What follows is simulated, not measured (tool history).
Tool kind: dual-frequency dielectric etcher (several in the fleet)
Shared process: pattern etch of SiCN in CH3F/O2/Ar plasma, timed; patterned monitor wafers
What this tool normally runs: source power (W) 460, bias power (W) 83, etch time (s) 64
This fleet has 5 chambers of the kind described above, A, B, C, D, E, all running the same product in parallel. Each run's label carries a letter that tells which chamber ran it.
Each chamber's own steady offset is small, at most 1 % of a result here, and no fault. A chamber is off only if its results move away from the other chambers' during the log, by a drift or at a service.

| run | hour | source power (W) | bias power (W) | etch time (s) | hours since the last wet clean | hours since the last source power generator calibration | hours since the last bias power generator calibration | read-back reference wafer on the same gauge, depth_nm | mean etch depth across the wafer (angstrom) |
|---|---|---|---|---|---|---|---|---|---|
| 1E | 4.3 | 460 | 83 | 64 | 376.4 | 2893.6 | 1551.3 | 24.626 | 264.53 |
| 2C | 8.6 | 460 | 83 | 64 | 93.4 | 948.5 | 1843.2 | 24.605 | 267.85 |
| 3B | 13.4 | 460 | 83 | 64 | 266.6 | 85.4 | 1076.3 | 24.594 | 264.43 |
| 4D | 18.1 | 460 | 83 | 64 | 192.5 | 460.4 | 345.8 | 24.603 | 268.08 |
| 5A | 22.5 | 460 | 83 | 64 | 335.9 | 477.1 | 2658.6 | 24.629 | 265.82 |
| 6B | 27.3 | 460 | 83 | 64 | 280.5 | 99.3 | 1090.2 | 24.615 | 264.28 |
| 7C | 30.2 | 460 | 90 | 73 | 115 | 970.1 | 1864.8 | 24.608 | 316.12 |
| 8E | 33.7 | 460 | 90 | 73 | 405.8 | 2923 | 1580.7 | 24.614 | 310.8 |
| 9A | 37.7 | 460 | 90 | 73 | 351.1 | 492.3 | 2673.8 | 24.586 | 311.68 |
| 10D | 43.6 | 460 | 90 | 73 | 218 | 485.9 | 371.3 | 24.583 | 315.3 |
| 11A | 49.7 | 460 | 90 | 73 | 363.1 | 504.3 | 2685.8 | 24.598 | 309.42 |
| 12D | 53.2 | 460 | 83 | 64 | 227.6 | 495.5 | 380.9 | 24.62 | 266.78 |
| 13B | 56.5 | 460 | 83 | 64 | 309.7 | 128.5 | 1119.4 | 24.603 | 265.78 |
| 14E | 62 | 460 | 83 | 64 | 434.1 | 2951.3 | 1609 | 24.592 | 263.82 |
| 15C | 66.2 | 460 | 83 | 64 | 151 | 1006.1 | 1900.8 | 24.595 | 268.13 |
| 16C | 71.8 | 460 | 83 | 64 | 156.6 | 1011.7 | 1906.4 | 24.586 | 267.32 |
|  | 73.4 | chamber A: wet clean of the chamber |
| 17D | 75 | 460 | 83 | 64 | 249.4 | 517.3 | 402.7 | 24.606 | 265.21 |
| 18B | 80.2 | 460 | 83 | 64 | 333.4 | 152.2 | 1143.1 | 24.609 | 264.95 |
| 19A | 86.2 | 460 | 83 | 64 | 12.8 | 540.8 | 2722.3 | 24.595 | 263.57 |
| 20E | 90.4 | 460 | 83 | 64 | 462.5 | 2979.7 | 1637.4 | 24.586 | 262.99 |
|  | 95.7 | chamber B: wet clean of the chamber |
| 21E | 96 | 460 | 83 | 64 | 468.1 | 2985.3 | 1643 | 24.596 | 261.62 |
| 22B | 102.5 | 460 | 83 | 64 | 6.9 | 174.5 | 1165.4 | 24.602 | 265.13 |
| 23C | 108 | 460 | 83 | 64 | 192.8 | 1047.9 | 1942.6 | 24.615 | 267.73 |
| 24D | 111.6 | 460 | 83 | 64 | 286 | 553.9 | 439.3 | 24.608 | 267.24 |
| 25A | 117.1 | 460 | 83 | 64 | 43.7 | 571.7 | 2753.2 | 24.596 | 264.46 |
| 26D | 120.3 | 460 | 83 | 46.5 | 294.7 | 562.6 | 448 | 24.6 | 194.32 |
| 27A | 125.3 | 460 | 83 | 46.5 | 51.9 | 579.9 | 2761.4 | 24.599 | 191.14 |
| 28B | 130.3 | 460 | 83 | 46.5 | 34.7 | 202.3 | 1193.2 | 24.587 | 192.54 |
| 29C | 136.3 | 460 | 83 | 46.5 | 221.1 | 1076.2 | 1970.9 | 24.604 | 195.31 |
| 30E | 140 | 460 | 83 | 46.5 | 512.1 | 3029.3 | 1687 | 24.569 | 188.19 |
| 31A | 144.7 | 460 | 83 | 64 | 71.3 | 599.3 | 2780.8 | 24.591 | 264.99 |
| 32B | 149.1 | 460 | 83 | 64 | 53.5 | 221.1 | 1212 | 24.631 | 262.7 |
| 33D | 153.9 | 460 | 83 | 64 | 328.3 | 596.2 | 481.6 | 24.577 | 266.02 |
| 34E | 158.4 | 460 | 83 | 64 | 530.5 | 3047.7 | 1705.4 | 24.6 | 258.09 |
| 35C | 164 | 460 | 83 | 64 | 248.8 | 1103.9 | 1998.6 | 24.607 | 267.99 |
| 36E | 167.1 | 460 | 83 | 64 | 539.2 | 3056.4 | 1714.1 | 24.588 | 258.19 |
| 37C | 170.3 | 460 | 83 | 64 | 255.1 | 1110.2 | 2004.9 | 24.61 | 268.57 |
| 38D | 176.3 | 460 | 83 | 64 | 350.7 | 618.6 | 504 | 24.601 | 268.65 |
| 39B | 182.4 | 460 | 83 | 64 | 86.8 | 254.4 | 1245.3 | 24.595 | 265.24 |
| 40A | 188.1 | 460 | 83 | 76.5 | 114.7 | 642.7 | 2824.2 | 24.611 | 315.41 |
| 41E | 191.9 | 460 | 83 | 76.5 | 564 | 3081.2 | 1738.9 | 24.582 | 307.46 |

Is one chamber out of step, is the gauge drifting, or do the chambers differ by no more than their own small offsets? For an off chamber, give its letter and the likeliest cause.

It is chamber E that slowly wanders off from its peers.
Likeliest cause: etch rate under this chamber's usual, % = 3.61.

Here are 4 candidates for chamber E's next run, each the usual settings with a change, their results left as question marks. Which one brings its results back in line with what the others give on the usual settings?
A result is in line if it is within this distance of the other chambers' mean on the usual settings: mean etch depth across the wafer (angstrom) 3.3
| 42E-1 | 196.5 | 460 | 84 | 66 |  |  |  |  | ? |
| 42E-2 | 196.5 | 550 | 83 | 64 |  |  |  |  | ? |
| 42E-3 | 196.5 | 460 | 82 | 60 |  |  |  |  | ? |
| 42E-4 | 196.5 | 460 | 83 | 61.5 |  |  |  |  | ? |

Mean of the other chambers on the usual settings: mean etch depth across the wafer (angstrom) 265.92
| run | mean etch depth across the wafer (angstrom) |
|---|---|
| 42E-1 | 265.07 |
| 42E-2 | 273.82 |
| 42E-3 | 238.86 |
| 42E-4 | 245.92 |
It is 42E-1 that realigns the chamber with its peers.

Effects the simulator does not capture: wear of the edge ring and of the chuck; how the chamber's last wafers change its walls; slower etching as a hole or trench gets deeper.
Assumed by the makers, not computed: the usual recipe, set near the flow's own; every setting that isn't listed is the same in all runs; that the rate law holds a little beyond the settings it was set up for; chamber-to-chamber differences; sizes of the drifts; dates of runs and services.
